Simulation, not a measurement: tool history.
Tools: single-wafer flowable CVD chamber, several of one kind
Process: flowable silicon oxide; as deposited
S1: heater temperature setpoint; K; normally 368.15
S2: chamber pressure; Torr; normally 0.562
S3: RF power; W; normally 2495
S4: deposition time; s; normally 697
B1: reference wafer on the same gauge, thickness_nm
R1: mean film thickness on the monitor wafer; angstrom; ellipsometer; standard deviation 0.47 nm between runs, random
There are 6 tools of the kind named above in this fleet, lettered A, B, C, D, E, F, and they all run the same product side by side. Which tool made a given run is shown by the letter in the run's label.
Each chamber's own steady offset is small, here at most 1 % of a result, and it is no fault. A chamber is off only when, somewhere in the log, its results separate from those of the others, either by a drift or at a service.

| run | day | S1 | S2 | S3 | S4 | B1 | R1 |
|---|---|---|---|---|---|---|---|
| 1C | 0.121 | 368.15 | 0.562 | 2495 | 697 | 263.07 | 3230.0 |
| 2A | 0.283 | 368.15 | 0.562 | 2495 | 697 | 263.11 | 3201.9 |
| 3B | 0.504 | 368.15 | 0.562 | 2495 | 697 | 263.11 | 3207.5 |
| 4D | 0.671 | 368.15 | 0.562 | 2495 | 697 | 263.09 | 3227.3 |
| 5E | 0.875 | 368.15 | 0.562 | 2495 | 697 | 263.25 | 3215.8 |
| 6F | 1.021 | 368.15 | 0.562 | 2495 | 697 | 263.21 | 3168.0 |
| 7F | 1.254 | 368.15 | 0.562 | 2495 | 697 | 263.22 | 3171.0 |
| 8D | 1.483 | 368.15 | 0.562 | 2495 | 697 | 263.34 | 3224.0 |
| 9C | 1.679 | 368.15 | 0.562 | 2495 | 697 | 263.43 | 3221.5 |
| 10B | 1.900 | 354.15 | 0.562 | 2495 | 697 | 263.44 | 4962.3 |
|  | 1.992 | chamber F: RF generator calibrated |
| 11A | 2.062 | 354.15 | 0.562 | 2495 | 697 | 263.50 | 4932.9 |
| 12E | 2.242 | 354.15 | 0.562 | 2495 | 697 | 263.60 | 4962.5 |
| 13A | 2.450 | 354.15 | 0.562 | 2495 | 697 | 263.58 | 4933.2 |
| 14E | 2.629 | 354.15 | 0.562 | 2495 | 697 | 263.59 | 4958.9 |
| 15F | 2.779 | 354.15 | 0.562 | 2495 | 697 | 263.76 | 4917.1 |
| 16C | 2.921 | 368.15 | 0.562 | 2495 | 697 | 263.73 | 3232.4 |
| 17D | 3.038 | 368.15 | 0.562 | 2495 | 697 | 263.64 | 3224.8 |
| 18B | 3.279 | 368.15 | 0.562 | 2495 | 697 | 263.75 | 3212.4 |
| 19C | 3.454 | 368.15 | 0.562 | 2495 | 697 | 263.80 | 3236.2 |
| 20B | 3.658 | 368.15 | 0.562 | 2495 | 697 | 263.89 | 3210.0 |
| 21A | 3.892 | 368.15 | 0.562 | 2495 | 697 | 264.01 | 3209.5 |
| 22E | 4.071 | 368.15 | 0.562 | 2495 | 697 | 264.01 | 3230.9 |
|  | 4.083 | chamber E: capacitance manometer re-zeroed and calibrated |
| 23F | 4.208 | 368.15 | 0.562 | 2495 | 697 | 263.99 | 3180.1 |
| 24D | 4.446 | 368.15 | 0.678 | 2905 | 697 | 264.06 | 4277.5 |
| 25A | 4.683 | 368.15 | 0.678 | 2905 | 697 | 264.10 | 4223.2 |
| 26D | 4.833 | 368.15 | 0.678 | 2905 | 697 | 264.06 | 4263.3 |
| 27E | 5.058 | 368.15 | 0.678 | 2905 | 697 | 264.08 | 4254.9 |
| 28C | 5.175 | 368.15 | 0.678 | 2905 | 697 | 264.24 | 4280.6 |
| 29B | 5.308 | 368.15 | 0.678 | 2905 | 697 | 264.24 | 4233.2 |
| 30F | 5.546 | 368.15 | 0.562 | 2495 | 697 | 264.42 | 3186.7 |
| 31F | 5.796 | 374.15 | 0.459 | 2495 | 697 | 264.27 | 1938.0 |
| 32D | 5.971 | 374.15 | 0.459 | 2495 | 697 | 264.41 | 1978.1 |
| 33A | 6.200 | 374.15 | 0.459 | 2495 | 697 | 264.43 | 2000.8 |
| 34E | 6.362 | 374.15 | 0.459 | 2495 | 697 | 264.47 | 1989.2 |
| 35B | 6.608 | 374.15 | 0.459 | 2495 | 697 | 264.66 | 1979.8 |
| 36C | 6.746 | 374.15 | 0.459 | 2495 | 697 | 264.54 | 1985.9 |

Does one chamber stand apart from the rest, does the shared gauge drift, or is all well apart from small per-chamber offsets? Give the chamber and the most likely cause, where there is one.

The shared gauge is drifting. All chambers look as if they move in step, but none is off.
Most likely cause: gauge reads high (%) = 0.601.

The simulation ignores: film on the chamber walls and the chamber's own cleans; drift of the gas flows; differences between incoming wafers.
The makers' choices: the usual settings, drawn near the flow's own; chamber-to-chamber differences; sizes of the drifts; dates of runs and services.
